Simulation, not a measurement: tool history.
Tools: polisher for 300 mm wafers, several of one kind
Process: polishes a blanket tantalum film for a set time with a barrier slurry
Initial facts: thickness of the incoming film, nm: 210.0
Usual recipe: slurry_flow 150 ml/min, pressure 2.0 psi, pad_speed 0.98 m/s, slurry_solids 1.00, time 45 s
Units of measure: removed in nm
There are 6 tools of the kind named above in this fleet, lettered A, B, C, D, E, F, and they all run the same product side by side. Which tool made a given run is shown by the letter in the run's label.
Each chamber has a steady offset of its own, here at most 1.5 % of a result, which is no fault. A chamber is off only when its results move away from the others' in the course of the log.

run,day,slurry_flow,pressure,pad_speed,slurry_solids,time,removed
# day 0.158: chamber E: slurry blender recalibrated
# day 0.321: chamber A: worn pad replaced by a new one
1E,0.546,150,2.0,0.98,1.00,45,80.340
# day 0.629: chamber E: worn pad replaced by a new one
# day 0.671: chamber B: worn pad replaced by a new one
2A,0.812,150,2.0,0.98,1.00,45,80.214
# day 1.042: chamber D: slurry blender recalibrated
3F,1.254,150,2.0,0.98,1.00,45,80.670
# day 1.446: chamber A: slurry nozzle cleaned
4B,1.808,150,2.0,0.98,1.00,45,81.673
5D,2.117,150,2.0,0.98,1.00,45,79.502
# day 2.133: chamber C: worn pad replaced by a new one
# day 2.296: chamber F: worn pad replaced by a new one
6C,2.462,150,2.0,0.84,1.15,45,70.394
7D,3.042,150,2.0,0.84,1.15,45,70.782
8B,3.438,150,2.0,0.84,1.15,45,73.190
# day 3.592: chamber C: slurry nozzle cleaned
9F,3.979,150,2.0,0.84,1.15,45,72.520
# day 3.996: chamber A: worn pad replaced by a new one
# day 4.112: chamber D: head pressure recalibrated
10E,4.288,150,2.0,0.84,1.15,45,72.220
# day 4.767: chamber D: slurry blender recalibrated
11A,4.796,150,2.0,0.84,1.15,45,71.008
12C,5.071,150,2.0,0.98,1.00,45,78.888
# day 5.367: chamber B: worn pad replaced by a new one
# day 5.446: chamber E: worn pad replaced by a new one
# day 5.479: chamber F: head pressure recalibrated
13A,5.567,150,2.0,0.98,1.00,45,80.213
# day 5.667: chamber E: head pressure recalibrated
14F,6.138,150,2.0,0.98,1.00,45,80.820
15C,6.479,150,2.0,0.98,1.00,45,80.320
# day 6.817: chamber D: worn pad replaced by a new one
16D,6.954,125,2.0,0.98,1.00,45,76.192
17E,7.312,125,2.0,0.98,1.00,45,81.003
# day 7.350: chamber F: slurry blender recalibrated
18B,7.725,125,2.0,0.98,1.00,45,79.083
# day 8.004: chamber D: slurry nozzle cleaned
# day 8.138: chamber A: worn pad replaced by a new one
19F,8.242,125,2.0,0.98,1.00,45,78.095
20C,8.567,125,2.0,0.98,1.00,45,76.421
# day 8.929: chamber C: worn pad replaced by a new one
# day 9.004: chamber D: slurry blender recalibrated
21D,9.029,125,2.0,0.98,1.00,45,77.143
# day 9.254: chamber B: worn pad replaced by a new one
# day 9.354: chamber F: worn pad replaced by a new one
22A,9.400,150,2.0,0.98,1.00,45,80.612
23E,9.979,150,2.0,0.98,1.00,45,83.122
# day 10.221: chamber E: worn pad replaced by a new one
24B,10.333,150,2.0,0.98,1.00,45,81.222
# day 10.575: chamber E: slurry blender recalibrated
# day 10.758: chamber A: slurry blender recalibrated
25D,10.762,150,2.0,0.98,1.00,45,79.799
26E,11.196,150,2.0,0.98,1.00,45,84.055
27A,11.467,150,2.0,0.98,1.00,45,80.134
# day 11.542: chamber F: slurry nozzle cleaned
# day 11.750: chamber B: slurry blender recalibrated
# day 11.838: chamber A: worn pad replaced by a new one
28F,11.942,150,2.0,0.98,1.00,45,81.631
# day 12.112: chamber E: slurry nozzle cleaned
29B,12.312,150,2.4,0.98,0.75,45,89.046
30C,12.871,150,2.4,0.98,0.75,45,88.053
# day 12.929: chamber C: slurry blender recalibrated
# day 12.975: chamber B: worn pad replaced by a new one
31F,13.238,150,2.4,0.98,0.75,45,88.678
# day 13.679: chamber D: slurry blender recalibrated
32B,13.733,150,2.4,0.98,0.75,45,90.073
33D,14.192,150,2.4,0.98,0.75,45,85.788
# day 14.317: chamber E: worn pad replaced by a new one
34A,14.538,150,2.4,0.98,0.75,45,87.562
# day 14.612: chamber D: worn pad replaced by a new one
35E,15.029,150,2.0,0.98,1.00,45,83.312
# day 15.112: chamber C: slurry nozzle cleaned
36C,15.300,150,2.0,0.98,0.75,45,72.897
# day 15.533: chamber C: worn pad replaced by a new one
37C,15.733,150,2.0,0.98,0.75,45,72.473
# day 15.871: chamber A: worn pad replaced by a new one
38E,16.242,150,2.0,0.98,0.75,45,76.435
39B,16.729,150,2.0,0.98,0.75,45,74.751
40A,17.079,150,2.0,0.98,0.75,45,73.382
# day 17.371: chamber D: slurry blender recalibrated
# day 17.417: chamber F: slurry blender recalibrated
41F,17.625,150,2.0,0.98,0.75,45,73.608
42D,18.171,150,2.0,0.98,1.00,45,79.134
43C,18.688,190,2.0,1.18,1.00,45,99.678

For the next run the whole fleet of 6 chambers uses the same settings. Give each chamber's results:
44A,19.108,150,2.0,0.98,1.00,45,?
44B,19.108,150,2.0,0.98,1.00,45,?
44C,19.108,150,2.0,0.98,1.00,45,?
44D,19.108,150,2.0,0.98,1.00,45,?
44E,19.108,150,2.0,0.98,1.00,45,?
44F,19.108,150,2.0,0.98,1.00,45,?

run,removed
44A,79.359
44B,80.693
44C,79.253
44D,79.614
44E,84.724
44F,81.392
